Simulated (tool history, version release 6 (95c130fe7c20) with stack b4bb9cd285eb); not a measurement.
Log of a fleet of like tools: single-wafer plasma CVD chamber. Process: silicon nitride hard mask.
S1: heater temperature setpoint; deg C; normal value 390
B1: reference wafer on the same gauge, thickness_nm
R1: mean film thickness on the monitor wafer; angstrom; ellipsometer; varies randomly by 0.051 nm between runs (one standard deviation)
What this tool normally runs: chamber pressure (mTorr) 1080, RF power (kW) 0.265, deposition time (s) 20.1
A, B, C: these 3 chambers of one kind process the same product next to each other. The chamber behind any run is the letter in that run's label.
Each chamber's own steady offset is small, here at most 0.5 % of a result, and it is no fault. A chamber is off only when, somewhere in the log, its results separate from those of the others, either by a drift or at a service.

run 1B hour=9.1 | S1=390 chamber_pressure_(mTorr)=1080 RF_power_(kW)=0.265 deposition_time_(s)=20.1 | B1=16.901 | R1=188.69
run 2A hour=21.3 | S1=390 chamber_pressure_(mTorr)=1080 RF_power_(kW)=0.265 deposition_time_(s)=20.1 | B1=16.888 | R1=188.61
run 3C hour=36.2 | S1=390 chamber_pressure_(mTorr)=1080 RF_power_(kW)=0.265 deposition_time_(s)=20.1 | B1=16.894 | R1=189.25
run 4A hour=47.8 | S1=390 chamber_pressure_(mTorr)=1080 RF_power_(kW)=0.265 deposition_time_(s)=20.1 | B1=16.894 | R1=188.78
run 5B hour=57 | S1=390 chamber_pressure_(mTorr)=1080 RF_power_(kW)=0.265 deposition_time_(s)=20.1 | B1=16.893 | R1=189.23
run 6C hour=69.5 | S1=390 chamber_pressure_(mTorr)=1080 RF_power_(kW)=0.265 deposition_time_(s)=20.1 | B1=16.894 | R1=188.32
run 7C hour=76.4 | S1=390 chamber_pressure_(mTorr)=1080 RF_power_(kW)=0.265 deposition_time_(s)=20.1 | B1=16.905 | R1=189.13
-- hour=81.8 chamber C: capacitance manometer re-zeroed and calibrated
run 8B hour=83.1 | S1=403 chamber_pressure_(mTorr)=1240 RF_power_(kW)=0.265 deposition_time_(s)=20.1 | B1=16.905 | R1=196.06
run 9A hour=93 | S1=403 chamber_pressure_(mTorr)=1240 RF_power_(kW)=0.265 deposition_time_(s)=20.1 | B1=16.9 | R1=196.58
run 10C hour=104.5 | S1=403 chamber_pressure_(mTorr)=1240 RF_power_(kW)=0.265 deposition_time_(s)=20.1 | B1=16.901 | R1=196.21
-- hour=110.3 chamber B: capacitance manometer re-zeroed and calibrated
run 11A hour=113.5 | S1=390 chamber_pressure_(mTorr)=1080 RF_power_(kW)=0.265 deposition_time_(s)=20.1 | B1=16.899 | R1=187.73
run 12B hour=120 | S1=390 chamber_pressure_(mTorr)=1080 RF_power_(kW)=0.265 deposition_time_(s)=23.5 | B1=16.904 | R1=214.76
run 13A hour=132 | S1=390 chamber_pressure_(mTorr)=1080 RF_power_(kW)=0.265 deposition_time_(s)=23.5 | B1=16.902 | R1=220.56
run 14C hour=143.7 | S1=390 chamber_pressure_(mTorr)=1080 RF_power_(kW)=0.265 deposition_time_(s)=23.5 | B1=16.891 | R1=221.49
run 15B hour=156.7 | S1=390 chamber_pressure_(mTorr)=1080 RF_power_(kW)=0.265 deposition_time_(s)=20.1 | B1=16.907 | R1=183.86
run 16A hour=167.8 | S1=390 chamber_pressure_(mTorr)=1080 RF_power_(kW)=0.265 deposition_time_(s)=20.1 | B1=16.89 | R1=188.65
run 17C hour=179 | S1=390 chamber_pressure_(mTorr)=1080 RF_power_(kW)=0.265 deposition_time_(s)=20.1 | B1=16.901 | R1=189.59
run 18B hour=186.4 | S1=398 chamber_pressure_(mTorr)=1080 RF_power_(kW)=0.265 deposition_time_(s)=20.1 | B1=16.909 | R1=183.67
run 19B hour=195.3 | S1=398 chamber_pressure_(mTorr)=1080 RF_power_(kW)=0.265 deposition_time_(s)=20.1 | B1=16.9 | R1=183.29
run 20C hour=204 | S1=398 chamber_pressure_(mTorr)=1080 RF_power_(kW)=0.265 deposition_time_(s)=20.1 | B1=16.898 | R1=188.84
run 21A hour=215.2 | S1=390 chamber_pressure_(mTorr)=1080 RF_power_(kW)=0.265 deposition_time_(s)=20.1 | B1=16.901 | R1=188.43
run 22A hour=226.6 | S1=390 chamber_pressure_(mTorr)=1080 RF_power_(kW)=0.265 deposition_time_(s)=20.1 | B1=16.911 | R1=189.48
run 23C hour=233.4 | S1=390 chamber_pressure_(mTorr)=1080 RF_power_(kW)=0.265 deposition_time_(s)=20.1 | B1=16.906 | R1=189.88
run 24B hour=244.4 | S1=390 chamber_pressure_(mTorr)=1080 RF_power_(kW)=0.265 deposition_time_(s)=20.1 | B1=16.893 | R1=184
run 25B hour=257.7 | S1=390 chamber_pressure_(mTorr)=1080 RF_power_(kW)=0.265 deposition_time_(s)=20.1 | B1=16.9 | R1=184.04
run 26C hour=272.5 | S1=390 chamber_pressure_(mTorr)=1080 RF_power_(kW)=0.315 deposition_time_(s)=20.1 | B1=16.9 | R1=213.74
-- hour=279.5 chamber C: RF generator calibrated
run 27A hour=280.2 | S1=390 chamber_pressure_(mTorr)=1080 RF_power_(kW)=0.315 deposition_time_(s)=20.1 | B1=16.901 | R1=211.93
run 28A hour=292.9 | S1=390 chamber_pressure_(mTorr)=1080 RF_power_(kW)=0.315 deposition_time_(s)=20.1 | B1=16.917 | R1=211.96
run 29B hour=305.5 | S1=390 chamber_pressure_(mTorr)=1080 RF_power_(kW)=0.265 deposition_time_(s)=20.1 | B1=16.916 | R1=184.57
run 30C hour=318.4 | S1=390 chamber_pressure_(mTorr)=1080 RF_power_(kW)=0.265 deposition_time_(s)=20.1 | B1=16.9 | R1=189.87
run 31C hour=326.6 | S1=390 chamber_pressure_(mTorr)=1080 RF_power_(kW)=0.265 deposition_time_(s)=20.1 | B1=16.891 | R1=190.15

Is one chamber out of step, is the gauge drifting, or do the chambers differ by no more than their own small offsets? For an off chamber, give its letter and the likeliest cause.

Chamber B came out of a service off from its peers and stayed that way.
Likeliest cause: true pressure below the setpoint (%) = 7.44.

Below are 4 candidate recipes for chamber B's next run, each the usual settings with a change, their results shown as question marks. Which of them brings B's results back in line with what the other chambers give on the usual settings?
To be in line, a result may differ from the other chambers' mean on the usual settings by at most: R1 1.8 angstrom
run 32B-1 hour=337.4 | S1=390 chamber_pressure_(mTorr)=1080 RF_power_(kW)=0.265 deposition_time_(s)=20.7 | R1=?
run 32B-2 hour=337.4 | S1=390 chamber_pressure_(mTorr)=1080 RF_power_(kW)=0.265 deposition_time_(s)=21 | R1=?
run 32B-3 hour=337.4 | S1=390 chamber_pressure_(mTorr)=1060 RF_power_(kW)=0.265 deposition_time_(s)=19.3 | R1=?
run 32B-4 hour=337.4 | S1=390 chamber_pressure_(mTorr)=1070 RF_power_(kW)=0.265 deposition_time_(s)=19.6 | R1=?

Average result of the remaining chambers running the usual settings: R1 189.22 angstrom
run=32B-1 R1=189.72
run=32B-2 R1=192.46
run=32B-3 R1=175.84
run=32B-4 R1=179.11
The answer is 32B-1, which returns the chamber to within the allowed miss of the others.

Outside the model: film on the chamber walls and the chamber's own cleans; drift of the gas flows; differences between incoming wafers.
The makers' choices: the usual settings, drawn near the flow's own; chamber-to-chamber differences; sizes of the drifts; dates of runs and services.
